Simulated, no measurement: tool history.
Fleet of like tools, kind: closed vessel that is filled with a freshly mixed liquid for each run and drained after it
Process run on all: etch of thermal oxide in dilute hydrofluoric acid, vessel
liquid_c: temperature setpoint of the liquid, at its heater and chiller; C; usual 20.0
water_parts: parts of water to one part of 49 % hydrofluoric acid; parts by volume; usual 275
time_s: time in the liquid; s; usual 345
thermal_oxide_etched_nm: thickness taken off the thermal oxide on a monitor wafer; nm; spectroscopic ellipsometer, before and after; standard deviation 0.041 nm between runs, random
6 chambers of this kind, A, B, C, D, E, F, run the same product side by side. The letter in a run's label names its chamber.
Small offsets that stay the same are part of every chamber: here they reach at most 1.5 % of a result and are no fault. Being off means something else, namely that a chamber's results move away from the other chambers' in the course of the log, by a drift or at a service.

run    day  liquid_c  water_parts  time_s  read-back film thickness of the thermal oxide reference wafer, read on the same gauge (nm)  thermal_oxide_etched_nm
 1C  0.200      20.0          275     345                                                                                      60.004                   4.3364
 2F  0.488      20.0          275     345                                                                                      60.025                   4.3593
 3E  0.654      20.0          275     345                                                                                      59.996                   4.3734
 4B  0.971      20.0          275     345                                                                                      59.999                   4.3782
 5D  1.200      20.0          275     345                                                                                      60.005                   4.4102
 6A  1.358      20.0          275     345                                                                                      60.001                   4.3748
 7F  1.629      20.0          275     345                                                                                      60.010                   4.4697
 8A  1.796      20.0          275     345                                                                                      60.003                   4.4053
 9C  1.971      20.0          275     345                                                                                      60.011                   4.4019
10D  2.142      20.0          275     345                                                                                      60.001                   4.4122
11E  2.300      20.0          275     345                                                                                      59.995                   4.3399
12B  2.596      20.0          275     345                                                                                      59.994                   4.3931
13D  2.904      20.0          275     345                                                                                      60.006                   4.3808
14F  3.062      20.0          275     210                                                                                      59.986                   2.6991
15E  3.267      20.0          275     210                                                                                      59.987                   2.5885
16B  3.562      20.0          275     210                                                                                      60.027                   2.6991
17A  3.746      20.0          275     210                                                                                      59.992                   2.7058
18C  4.062      20.0          275     210                                                                                      60.027                   2.6677
19D  4.300      20.0          275     210                                                                                      60.022                   2.6468
20B  4.475      20.0          275     345                                                                                      60.010                   4.4329
21A  4.788      20.0          275     345                                                                                      59.987                   4.4930
22C  5.088      20.0          275     345                                                                                      60.020                   4.3481
23E  5.275      20.0          275     345                                                                                      60.016                   4.1209
24F  5.525      20.0          275     345                                                                                      60.014                   4.4690
25D  5.717      20.0          275     345                                                                                      59.992                   4.4056
26F  5.929      20.0          275     345                                                                                      59.998                   4.4912
27C  6.204      20.0          275     345                                                                                      60.018                   4.2811
28B  6.458      20.0          275     345                                                                                      60.021                   4.4383
29A  6.767      20.0          275     345                                                                                      60.005                   4.4304
30E  6.975      20.0          275     345                                                                                      60.005                   4.0671
31E  7.138      20.0          230     505                                                                                      59.984                   7.4280
32C  7.321      20.0          230     505                                                                                      59.998                   7.9698
33F  7.625      20.0          230     505                                                                                      59.990                   8.2567
34A  7.921      20.0          230     505                                                                                      59.987                   8.1913
35B  8.067      20.0          230     505                                                                                      59.990                   7.9825
36D  8.383      20.0          230     505                                                                                      59.988                   8.1286
37F  8.625      20.0          275     345                                                                                      59.990                   4.3989
38B  8.817      20.0          275     345                                                                                      60.003                   4.3576
39E  8.988      20.0          275     345                                                                                      60.020                   3.9589

For the next run the whole fleet of 6 chambers uses the same settings. Give each chamber's results:
40A  9.212      24.5          275     345                                                                                                                    ?
40B  9.212      24.5          275     345                                                                                                                    ?
40C  9.212      24.5          275     345                                                                                                                    ?
40D  9.212      24.5          275     345                                                                                                                    ?
40E  9.212      24.5          275     345                                                                                                                    ?
40F  9.212      24.5          275     345                                                                                                                    ?

run  thermal_oxide_etched_nm
40A                   5.1614
40B                   5.1066
40C                   5.0797
40D                   5.0807
40E                   4.5349
40F                   5.1468

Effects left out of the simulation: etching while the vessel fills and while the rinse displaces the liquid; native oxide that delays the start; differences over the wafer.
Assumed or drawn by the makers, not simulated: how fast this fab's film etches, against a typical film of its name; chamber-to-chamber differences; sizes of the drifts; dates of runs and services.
